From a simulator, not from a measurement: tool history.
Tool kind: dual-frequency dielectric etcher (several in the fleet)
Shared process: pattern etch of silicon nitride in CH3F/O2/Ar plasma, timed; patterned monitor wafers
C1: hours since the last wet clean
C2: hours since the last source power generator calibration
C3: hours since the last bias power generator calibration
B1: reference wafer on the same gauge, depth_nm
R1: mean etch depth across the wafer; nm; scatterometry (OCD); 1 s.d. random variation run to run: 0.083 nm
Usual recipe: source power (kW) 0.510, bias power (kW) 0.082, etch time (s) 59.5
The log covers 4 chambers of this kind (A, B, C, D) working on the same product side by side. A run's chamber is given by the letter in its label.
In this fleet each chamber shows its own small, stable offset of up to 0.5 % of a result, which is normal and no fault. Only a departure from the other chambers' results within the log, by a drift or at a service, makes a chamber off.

Run 1C, hour 8.5: usual settings; C1 300.2; C2 695.1; C3 2888.8; B1 48.379. Result: R1 47.814 nm.
Run 2B, hour 15.6: usual settings; C1 354.2; C2 2744.6; C3 276.1; B1 48.374. Result: R1 47.514 nm.
Run 3A, hour 23.4: usual settings; C1 410.2; C2 858.7; C3 1480.6; B1 48.340. Result: R1 47.638 nm.
Run 4D, hour 28.5: usual settings; C1 127.6; C2 1286.2; C3 3642.0; B1 48.346. Result: R1 47.722 nm.
Run 5D, hour 35.8: usual settings; C1 134.9; C2 1293.5; C3 3649.3; B1 48.370. Result: R1 47.436 nm.
Run 6B, hour 43.5: usual settings; C1 382.1; C2 2772.5; C3 304.0; B1 48.351. Result: R1 47.441 nm.
Run 7C, hour 49.4: usual settings; C1 341.1; C2 736.0; C3 2929.7; B1 48.313. Result: R1 47.789 nm.
Run 8A, hour 59.7: usual settings; C1 446.5; C2 895.0; C3 1516.9; B1 48.322. Result: R1 47.632 nm.
At hour 69.5: chamber C: wet clean of the chamber.
Run 9A, hour 71.1: usual settings; C1 457.9; C2 906.4; C3 1528.3; B1 48.325. Result: R1 47.587 nm.
Run 10B, hour 81.7: usual settings; C1 420.3; C2 2810.7; C3 342.2; B1 48.293. Result: R1 47.383 nm.
Run 11D, hour 91.5: usual settings but source power (kW) 0.580, etch time (s) 67.5; C1 190.6; C2 1349.2; C3 3705.0; B1 48.282. Result: R1 56.717 nm.
Run 12C, hour 98.4: usual settings but source power (kW) 0.580, etch time (s) 67.5; C1 29.0; C2 785.0; C3 2978.7; B1 48.287. Result: R1 56.923 nm.
Run 13C, hour 104.3: usual settings but source power (kW) 0.580, etch time (s) 67.5; C1 34.9; C2 790.9; C3 2984.6; B1 48.298. Result: R1 56.899 nm.
Run 14A, hour 114.3: usual settings but source power (kW) 0.580, etch time (s) 67.5; C1 501.1; C2 949.6; C3 1571.5; B1 48.268. Result: R1 56.830 nm.
Run 15B, hour 124.2: usual settings; C1 462.8; C2 2853.2; C3 384.7; B1 48.264. Result: R1 47.315 nm.
Run 16D, hour 134.3: usual settings; C1 233.4; C2 1392.0; C3 3747.8; B1 48.234. Result: R1 47.570 nm.
Run 17D, hour 145.6: usual settings; C1 244.7; C2 1403.3; C3 3759.1; B1 48.242. Result: R1 47.406 nm.
At hour 148.3: chamber C: bias power generator calibrated.
Run 18B, hour 155.0: usual settings; C1 493.6; C2 2884.0; C3 415.5; B1 48.206. Result: R1 47.442 nm.
Run 19A, hour 160.5: usual settings; C1 547.3; C2 995.8; C3 1617.7; B1 48.216. Result: R1 47.695 nm.
At hour 160.6: chamber A: wet clean of the chamber.
Run 20C, hour 167.8: usual settings; C1 98.4; C2 854.4; C3 19.6; B1 48.195. Result: R1 47.650 nm.
Run 21B, hour 176.2: usual settings; C1 514.8; C2 2905.2; C3 436.7; B1 48.197. Result: R1 47.298 nm.
Run 22A, hour 182.9: usual settings; C1 22.4; C2 1018.2; C3 1640.1; B1 48.179. Result: R1 47.529 nm.
Run 23C, hour 194.5: usual settings; C1 125.1; C2 881.1; C3 46.3; B1 48.176. Result: R1 47.566 nm.
Run 24D, hour 205.1: usual settings; C1 304.2; C2 1462.8; C3 3818.6; B1 48.161. Result: R1 47.335 nm.
Run 25B, hour 211.7: usual settings; C1 550.3; C2 2940.7; C3 472.2; B1 48.129. Result: R1 47.230 nm.
Run 26C, hour 222.2: usual settings; C1 152.8; C2 908.8; C3 74.0; B1 48.167. Result: R1 47.667 nm.
Run 27A, hour 233.2: usual settings; C1 72.7; C2 1068.5; C3 1690.4; B1 48.127. Result: R1 47.392 nm.
At hour 235.8: chamber B: wet clean of the chamber.
Run 28D, hour 240.9: usual settings; C1 340.0; C2 1498.6; C3 3854.4; B1 48.098. Result: R1 47.337 nm.
Run 29B, hour 249.2: usual settings; C1 13.4; C2 2978.2; C3 509.7; B1 48.137. Result: R1 47.177 nm.
Run 30C, hour 256.8: usual settings; C1 187.4; C2 943.4; C3 108.6; B1 48.085. Result: R1 47.585 nm.
Run 31D, hour 262.1: usual settings; C1 361.2; C2 1519.8; C3 3875.6; B1 48.091. Result: R1 47.448 nm.
Run 32A, hour 271.7: usual settings; C1 111.2; C2 1107.0; C3 1728.9; B1 48.087. Result: R1 47.548 nm.
Run 33A, hour 280.6: usual settings; C1 120.1; C2 1115.9; C3 1737.8; B1 48.074. Result: R1 47.317 nm.
Run 34D, hour 291.6: usual settings; C1 390.7; C2 1549.3; C3 3905.1; B1 48.064. Result: R1 47.167 nm.

Next, every chamber runs the same settings. What will each give?
Run 35A, hour 300.1: usual settings but source power (kW) 0.410. Result: R1 ?.
Run 35B, hour 300.1: usual settings but source power (kW) 0.410. Result: R1 ?.
Run 35C, hour 300.1: usual settings but source power (kW) 0.410. Result: R1 ?.
Run 35D, hour 300.1: usual settings but source power (kW) 0.410. Result: R1 ?.

run      R1
35A  43.665
35B  43.514
35C  43.703
35D  43.565
